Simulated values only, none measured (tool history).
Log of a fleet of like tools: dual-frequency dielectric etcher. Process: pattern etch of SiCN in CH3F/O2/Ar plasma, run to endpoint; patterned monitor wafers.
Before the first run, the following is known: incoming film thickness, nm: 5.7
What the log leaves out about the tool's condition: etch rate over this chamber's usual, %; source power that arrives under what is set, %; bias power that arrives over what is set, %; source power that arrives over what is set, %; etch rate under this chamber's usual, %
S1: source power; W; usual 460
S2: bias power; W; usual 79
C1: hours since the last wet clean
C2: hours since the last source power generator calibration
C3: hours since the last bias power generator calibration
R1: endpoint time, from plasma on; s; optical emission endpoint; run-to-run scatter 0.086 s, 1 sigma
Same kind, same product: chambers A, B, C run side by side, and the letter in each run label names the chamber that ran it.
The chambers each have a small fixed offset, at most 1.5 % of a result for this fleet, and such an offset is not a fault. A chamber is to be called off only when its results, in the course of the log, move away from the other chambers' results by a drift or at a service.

run     day   S1  S2     C1      C2      C3      R1
 1B   0.454  460  79  320.2  1495.1  1907.3  14.074
 2C   0.967  460  79  379.8   694.3  1592.5  14.122
 3A   1.492  460  79  108.8   574.7   744.6  13.952
 4A   1.929  460  79  119.3   585.2   755.1  13.949
 5C   2.346  460  79  412.9   727.4  1625.6    14.1
 6B   2.708  460  79  374.3  1549.2  1961.4  14.171
 7B   3.275  460  79  387.9  1562.8    1975   13.94
      3.288  -- chamber C: bias power generator calibrated
 8A   3.758  460  79  163.2   629.1     799  13.851
 9C   4.058  460  79    454   768.5    18.6  14.064
10A   4.362  460  79  177.7   643.6   813.5  13.904
11C   4.904  460  79  474.3   788.8    38.9   14.25
12B   5.321  460  79    437  1611.9  2024.1  14.098
13A   5.833  460  79    213   678.9   848.8  13.969
14B   6.183  570  67  457.7  1632.6  2044.8  13.598
15C   6.754  570  67  518.7   833.2    83.3  13.583
16C   7.038  570  67  525.5     840    90.1   13.74
17A   7.517  460  79  253.4   719.3   889.2  13.818
18B   7.896  460  79  498.8  1673.7  2085.9  14.157
19A   8.471  420  66  276.3   742.2   912.1  15.386
20C   8.833  420  66  568.6   883.1   133.2  15.454
21B   9.321  420  66    533  1707.9  2120.1  15.464
22A   9.808  460  79  308.4   774.3   944.2  13.911
     10.104  -- chamber C: wet clean of the chamber
23C  10.129  460  79    0.7   914.2   164.3  14.602
24B  10.404  460  79    559  1733.9  2146.1   14.05
25C  10.833  460  79   17.6   931.1   181.2  14.697
26B   11.25  410  79  579.3  1754.2  2166.4   14.68
     11.479  -- chamber B: wet clean of the chamber
27A  11.796  410  79  356.1     822   991.9  14.418
28C  12.333  410  79   53.6   967.1   217.2  15.388
29B  12.808  460  79   31.9  1791.6  2203.8   14.16
30A  13.325  460  79  392.8   858.7  1028.6   13.84
31B  13.842  460  79   56.7  1816.4  2228.6  13.934
     13.892  -- chamber A: wet clean of the chamber
32A  14.246  460  79    8.5   880.8  1050.7  13.945
33C  14.496  460  79  105.5    1019   269.1  14.663
34A    14.8  460  79   21.8   894.1    1064  14.026
35C    15.3  460  79  124.8  1038.3   288.4   14.76
36B  15.562  460  79     98  1857.7  2269.9  14.056
37C  15.862  460  79  138.3  1051.8   301.9  14.863
38A  16.354  460  79   59.1   931.4  1101.3  14.045

Does one chamber stand apart from the rest, does the shared gauge drift, or is all well apart from small per-chamber offsets? Give the chamber and the most likely cause, where there is one.

Chamber C came out of a service off from its peers and stayed that way.
What lies behind it: etch rate under this chamber's usual, % = 5.26.

Below are 4 candidate recipes for chamber C's next run, each the usual settings with a change, their results shown as question marks. Which of them brings C's results back in line with what the other chambers give on the usual settings?
In line here means within this much of the mean the other chambers give on the usual settings: R1 0.3 s
39C-1  16.771  530  79               ?
39C-2  16.771  460  75               ?
39C-3  16.771  460  83               ?
39C-4  16.771  420  73               ?

Average result of the remaining chambers running the usual settings: R1 13.995 s
  run      R1
39C-1  14.067
39C-2  15.107
39C-3  14.571
39C-4   15.78
39C-1 puts the chamber back in line with the other chambers.
